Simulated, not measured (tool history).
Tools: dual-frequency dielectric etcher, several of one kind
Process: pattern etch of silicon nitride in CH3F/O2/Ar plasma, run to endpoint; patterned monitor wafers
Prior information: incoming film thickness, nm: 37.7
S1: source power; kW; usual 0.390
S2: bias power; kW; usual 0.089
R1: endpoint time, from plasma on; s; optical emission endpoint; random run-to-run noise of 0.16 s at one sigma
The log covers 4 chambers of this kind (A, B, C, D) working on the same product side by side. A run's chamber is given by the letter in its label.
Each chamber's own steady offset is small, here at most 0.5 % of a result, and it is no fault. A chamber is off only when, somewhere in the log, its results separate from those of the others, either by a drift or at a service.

run	hour	S1	S2	R1
1A	4.8	0.390	0.089	51.208
2D	9.2	0.390	0.089	51.120
3B	14.1	0.390	0.089	51.451
4C	18.9	0.390	0.089	50.629
5D	22.4	0.390	0.089	51.263
6B	28.1	0.390	0.089	51.261
7A	31.6	0.390	0.096	49.522
8C	36.6	0.390	0.096	49.411
9A	42.1	0.390	0.096	49.456
10C	47.0	0.390	0.096	49.778
11D	50.8	0.390	0.089	51.474
12B	56.9	0.390	0.089	51.136
13B	61.9	0.390	0.089	51.282
14A	66.8	0.390	0.089	51.192
15C	70.6	0.390	0.089	51.222
16D	74.0	0.390	0.089	50.673
17C	80.2	0.390	0.089	50.959
18A	86.3	0.390	0.089	51.341
19B	91.3	0.390	0.089	51.321
20D	96.4	0.390	0.089	50.065
21B	101.6	0.390	0.089	51.023
22C	104.8	0.390	0.089	50.782
23A	108.7	0.390	0.089	51.089
24D	112.0	0.320	0.073	57.484
25D	116.0	0.320	0.073	56.762

Does one chamber stand apart from the rest, does the shared gauge drift, or is all well apart from small per-chamber offsets? Give the chamber and the most likely cause, where there is one.

Chamber D drifts away from the others.
What lies behind it: etch rate over this chamber's usual, % = 4.29.

Below are 4 candidate recipes for chamber D's next run, each the usual settings with a change, their results shown as question marks. Which of them brings D's results back in line with what the other chambers give on the usual settings?
In line means no further than this from the other chambers' mean on the usual settings: R1 0.570 s
26D-1	120.4	0.370	0.085	?
26D-2	120.4	0.380	0.087	?
26D-3	120.4	0.390	0.093	?
26D-4	120.4	0.410	0.093	?

What the other chambers average on the usual settings: R1 51.117 s
run	R1
26D-1	50.931
26D-2	50.002
26D-3	48.337
26D-4	47.437
26D-1 is the one that brings the chamber's results back in line with the other chambers.

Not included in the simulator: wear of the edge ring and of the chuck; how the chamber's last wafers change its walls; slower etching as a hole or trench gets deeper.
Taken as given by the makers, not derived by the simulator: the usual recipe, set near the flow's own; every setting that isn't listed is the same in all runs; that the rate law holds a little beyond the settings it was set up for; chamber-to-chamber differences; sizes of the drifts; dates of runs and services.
